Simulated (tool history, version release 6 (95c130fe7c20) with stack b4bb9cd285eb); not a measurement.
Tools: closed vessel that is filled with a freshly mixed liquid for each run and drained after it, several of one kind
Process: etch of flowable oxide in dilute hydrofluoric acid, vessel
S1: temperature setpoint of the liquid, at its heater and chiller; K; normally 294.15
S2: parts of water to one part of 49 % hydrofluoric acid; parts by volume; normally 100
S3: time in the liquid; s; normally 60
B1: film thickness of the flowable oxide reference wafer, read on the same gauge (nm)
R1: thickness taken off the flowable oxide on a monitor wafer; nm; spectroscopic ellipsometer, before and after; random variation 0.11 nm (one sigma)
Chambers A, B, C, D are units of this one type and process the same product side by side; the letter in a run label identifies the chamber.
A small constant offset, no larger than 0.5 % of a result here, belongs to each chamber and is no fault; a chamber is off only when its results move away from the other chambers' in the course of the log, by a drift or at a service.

run 1D hour=6.6 | S1=294.15 S2=100 S3=60 | B1=99.993 | R1=14.888
run 2B hour=11.6 | S1=294.15 S2=100 S3=60 | B1=100.02 | R1=14.797
run 3C hour=17 | S1=294.15 S2=100 S3=60 | B1=100.04 | R1=14.981
run 4A hour=24.3 | S1=294.15 S2=100 S3=60 | B1=99.93 | R1=14.994
run 5A hour=27.7 | S1=294.15 S2=100 S3=60 | B1=99.949 | R1=14.912
run 6C hour=34.4 | S1=294.15 S2=100 S3=60 | B1=100 | R1=15.016
run 7B hour=38.3 | S1=294.15 S2=100 S3=60 | B1=100 | R1=14.914
run 8D hour=45.8 | S1=294.15 S2=100 S3=60 | B1=100.03 | R1=14.804
run 9D hour=50.7 | S1=294.15 S2=100 S3=60 | B1=100.05 | R1=14.974
run 10A hour=55.3 | S1=294.15 S2=55 S3=60 | B1=99.991 | R1=28.274
run 11C hour=60.2 | S1=294.15 S2=55 S3=60 | B1=100.03 | R1=28.253
run 12B hour=67.8 | S1=294.15 S2=55 S3=60 | B1=99.995 | R1=29.117
run 13A hour=72.5 | S1=294.15 S2=55 S3=60 | B1=100.04 | R1=28.183
run 14B hour=77.6 | S1=294.15 S2=100 S3=60 | B1=100.02 | R1=14.91
run 15D hour=83.1 | S1=294.15 S2=100 S3=60 | B1=99.993 | R1=15.07
run 16C hour=89.9 | S1=294.15 S2=100 S3=60 | B1=99.989 | R1=15.064
run 17D hour=93.6 | S1=294.15 S2=100 S3=60 | B1=99.965 | R1=15.049
run 18A hour=101 | S1=294.15 S2=100 S3=75 | B1=100.01 | R1=18.841
run 19C hour=107.2 | S1=294.15 S2=100 S3=75 | B1=99.968 | R1=18.672
run 20B hour=115 | S1=294.15 S2=100 S3=75 | B1=99.948 | R1=18.708
run 21B hour=120.5 | S1=294.15 S2=100 S3=75 | B1=99.98 | R1=18.713
run 22C hour=126.2 | S1=294.15 S2=100 S3=60 | B1=100.01 | R1=14.808
run 23A hour=133.3 | S1=294.15 S2=100 S3=60 | B1=99.987 | R1=14.914
run 24D hour=136.9 | S1=294.15 S2=100 S3=60 | B1=100.02 | R1=14.939
run 25A hour=143.5 | S1=294.15 S2=100 S3=60 | B1=100.02 | R1=14.952
run 26C hour=147.4 | S1=294.15 S2=100 S3=60 | B1=99.983 | R1=14.91
run 27D hour=154.8 | S1=294.15 S2=100 S3=60 | B1=99.989 | R1=14.858
run 28B hour=162.3 | S1=294.15 S2=100 S3=60 | B1=100 | R1=14.788
run 29C hour=169.8 | S1=294.15 S2=100 S3=60 | B1=100.02 | R1=14.641
run 30D hour=173.6 | S1=294.15 S2=100 S3=60 | B1=100.02 | R1=14.974
run 31B hour=179.5 | S1=294.15 S2=100 S3=60 | B1=100.02 | R1=14.875
run 32A hour=183.7 | S1=294.15 S2=120 S3=85 | B1=100.03 | R1=17.3
run 33C hour=189.4 | S1=294.15 S2=120 S3=85 | B1=99.997 | R1=17.214
run 34D hour=194.5 | S1=294.15 S2=120 S3=85 | B1=100.01 | R1=17.402
run 35A hour=199.6 | S1=294.15 S2=120 S3=85 | B1=100.01 | R1=17.305
run 36B hour=203.7 | S1=294.15 S2=100 S3=60 | B1=99.975 | R1=14.933
run 37B hour=207.6 | S1=294.15 S2=100 S3=60 | B1=99.986 | R1=14.92
run 38C hour=215.3 | S1=294.15 S2=100 S3=60 | B1=100.01 | R1=14.842
run 39A hour=223 | S1=294.15 S2=100 S3=60 | B1=100.02 | R1=15.033
run 40D hour=228.5 | S1=294.15 S2=100 S3=60 | B1=100.01 | R1=14.883
run 41A hour=235 | S1=294.15 S2=100 S3=60 | B1=100.01 | R1=14.931
run 42D hour=241.1 | S1=294.15 S2=100 S3=60 | B1=100.02 | R1=14.81
run 43C hour=246.3 | S1=294.15 S2=100 S3=60 | B1=100 | R1=15.1
run 44B hour=250.9 | S1=294.15 S2=100 S3=60 | B1=100.02 | R1=14.821

Which is it: a chamber that has drifted or been left off by a service, a gauge drift common to all chambers, or only each chamber's usual small offset? If a chamber is off, name it and its likeliest cause.

The fleet is healthy, with each chamber sitting at its usual small offset and no drift in the gauge.

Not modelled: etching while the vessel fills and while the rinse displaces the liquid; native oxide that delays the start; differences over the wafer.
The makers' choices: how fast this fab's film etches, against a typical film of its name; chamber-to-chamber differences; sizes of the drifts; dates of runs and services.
